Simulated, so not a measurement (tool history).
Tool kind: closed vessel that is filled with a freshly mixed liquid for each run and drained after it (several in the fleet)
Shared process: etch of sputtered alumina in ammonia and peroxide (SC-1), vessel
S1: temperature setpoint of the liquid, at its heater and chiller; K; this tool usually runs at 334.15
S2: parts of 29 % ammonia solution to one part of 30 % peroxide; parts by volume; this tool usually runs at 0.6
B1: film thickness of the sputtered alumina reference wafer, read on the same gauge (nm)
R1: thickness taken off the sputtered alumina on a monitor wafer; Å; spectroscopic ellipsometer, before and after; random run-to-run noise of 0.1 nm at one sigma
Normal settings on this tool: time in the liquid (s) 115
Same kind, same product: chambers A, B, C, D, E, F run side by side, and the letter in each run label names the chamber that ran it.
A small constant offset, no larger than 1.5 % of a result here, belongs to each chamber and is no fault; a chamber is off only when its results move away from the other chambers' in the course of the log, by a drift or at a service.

run 1D hour=14.3 | S1=334.15 S2=0.6 time_in_the_liquid_(s)=115 | B1=149.99 | R1=109.64
run 2A hour=23.2 | S1=334.15 S2=0.6 time_in_the_liquid_(s)=115 | B1=150 | R1=107.58
run 3B hour=33.5 | S1=334.15 S2=0.6 time_in_the_liquid_(s)=115 | B1=150.01 | R1=108.24
run 4E hour=43.8 | S1=334.15 S2=0.6 time_in_the_liquid_(s)=115 | B1=150 | R1=109.82
run 5C hour=56.7 | S1=334.15 S2=0.6 time_in_the_liquid_(s)=115 | B1=150.02 | R1=105.89
run 6F hour=64.9 | S1=334.15 S2=0.6 time_in_the_liquid_(s)=115 | B1=150.01 | R1=108.04
-- hour=66.5 chamber D: ammonia flow meter replaced
run 7C hour=76.7 | S1=334.15 S2=0.6 time_in_the_liquid_(s)=115 | B1=150.01 | R1=106.4
run 8E hour=86.9 | S1=334.15 S2=0.6 time_in_the_liquid_(s)=115 | B1=149.97 | R1=108.05
run 9D hour=99.9 | S1=334.15 S2=0.6 time_in_the_liquid_(s)=115 | B1=150.01 | R1=108.02
run 10A hour=112.3 | S1=334.15 S2=0.6 time_in_the_liquid_(s)=115 | B1=149.98 | R1=108.46
-- hour=116.3 chamber D: new drum of ammonia solution connected
run 11F hour=119.2 | S1=334.15 S2=0.6 time_in_the_liquid_(s)=115 | B1=150 | R1=106.08
run 12B hour=131 | S1=334.15 S2=0.6 time_in_the_liquid_(s)=115 | B1=149.99 | R1=109.23
run 13C hour=143.1 | S1=334.15 S2=0.6 time_in_the_liquid_(s)=115 | B1=150.01 | R1=106.16
run 14E hour=151.2 | S1=334.15 S2=0.6 time_in_the_liquid_(s)=115 | B1=150.01 | R1=109.18
run 15A hour=166 | S1=334.15 S2=0.6 time_in_the_liquid_(s)=115 | B1=150 | R1=108.57
run 16D hour=178.3 | S1=334.15 S2=0.6 time_in_the_liquid_(s)=115 | B1=150 | R1=109.02
run 17B hour=184.9 | S1=334.15 S2=0.6 time_in_the_liquid_(s)=185 | B1=149.99 | R1=177.88
run 18F hour=195.9 | S1=334.15 S2=0.6 time_in_the_liquid_(s)=185 | B1=149.99 | R1=169.94
run 19E hour=208 | S1=334.15 S2=0.6 time_in_the_liquid_(s)=185 | B1=150 | R1=175.42
-- hour=220 chamber E: new drum of ammonia solution connected
run 20D hour=221.8 | S1=334.15 S2=0.6 time_in_the_liquid_(s)=185 | B1=149.98 | R1=174.56
run 21F hour=231.8 | S1=334.15 S2=0.6 time_in_the_liquid_(s)=185 | B1=150 | R1=173.11
run 22B hour=243.4 | S1=334.15 S2=0.6 time_in_the_liquid_(s)=185 | B1=150 | R1=180.76
run 23A hour=250.1 | S1=334.15 S2=0.85 time_in_the_liquid_(s)=115 | B1=150 | R1=112.8
run 24C hour=258.5 | S1=334.15 S2=0.85 time_in_the_liquid_(s)=115 | B1=150 | R1=112.39
run 25D hour=271.2 | S1=334.15 S2=0.85 time_in_the_liquid_(s)=115 | B1=150 | R1=112.56
run 26F hour=278.1 | S1=334.15 S2=0.85 time_in_the_liquid_(s)=115 | B1=150.02 | R1=110.5
-- hour=288.7 chamber F: new drum of ammonia solution connected
run 27A hour=290.7 | S1=334.15 S2=0.85 time_in_the_liquid_(s)=115 | B1=150 | R1=111.13
run 28E hour=304.3 | S1=334.15 S2=0.85 time_in_the_liquid_(s)=115 | B1=150.01 | R1=111.69
run 29B hour=318.6 | S1=334.15 S2=0.9 time_in_the_liquid_(s)=115 | B1=150.02 | R1=119.82
run 30C hour=330.2 | S1=334.15 S2=0.9 time_in_the_liquid_(s)=115 | B1=150.01 | R1=109.86
run 31C hour=340.6 | S1=334.15 S2=0.9 time_in_the_liquid_(s)=115 | B1=150.01 | R1=114.16
-- hour=344.4 chamber D: new drum of ammonia solution connected
run 32D hour=350.2 | S1=334.15 S2=0.9 time_in_the_liquid_(s)=115 | B1=150.01 | R1=111.64
-- hour=350.4 chamber A: new drum of ammonia solution connected
run 33F hour=356.8 | S1=334.15 S2=0.9 time_in_the_liquid_(s)=115 | B1=150.03 | R1=110.29
run 34B hour=368.6 | S1=334.15 S2=0.9 time_in_the_liquid_(s)=115 | B1=150.01 | R1=121.09
run 35A hour=381.4 | S1=334.15 S2=0.6 time_in_the_liquid_(s)=115 | B1=150.01 | R1=106.96
run 36E hour=388 | S1=334.15 S2=0.75 time_in_the_liquid_(s)=55 | B1=149.99 | R1=53.29
run 37E hour=398.8 | S1=334.15 S2=0.75 time_in_the_liquid_(s)=55 | B1=149.98 | R1=53.342
run 38B hour=413.3 | S1=334.15 S2=0.75 time_in_the_liquid_(s)=55 | B1=150 | R1=57.77
run 39A hour=423.2 | S1=334.15 S2=0.75 time_in_the_liquid_(s)=55 | B1=150 | R1=53.309
run 40D hour=434.6 | S1=334.15 S2=0.75 time_in_the_liquid_(s)=55 | B1=150.01 | R1=53.426
run 41F hour=447.8 | S1=334.15 S2=0.75 time_in_the_liquid_(s)=55 | B1=150 | R1=51.878

Next, all 6 chambers run the settings below, one line each with question marks for the results. What does each chamber give?
run 42A hour=458.5 | S1=334.15 S2=0.6 time_in_the_liquid_(s)=90 | R1=?
run 42B hour=458.5 | S1=334.15 S2=0.6 time_in_the_liquid_(s)=90 | R1=?
run 42C hour=458.5 | S1=334.15 S2=0.6 time_in_the_liquid_(s)=90 | R1=?
run 42D hour=458.5 | S1=334.15 S2=0.6 time_in_the_liquid_(s)=90 | R1=?
run 42E hour=458.5 | S1=334.15 S2=0.6 time_in_the_liquid_(s)=90 | R1=?
run 42F hour=458.5 | S1=334.15 S2=0.6 time_in_the_liquid_(s)=90 | R1=?

run=42A R1=84.41
run=42B R1=94.305
run=42C R1=83.922
run=42D R1=85.216
run=42E R1=85.072
run=42F R1=82.439
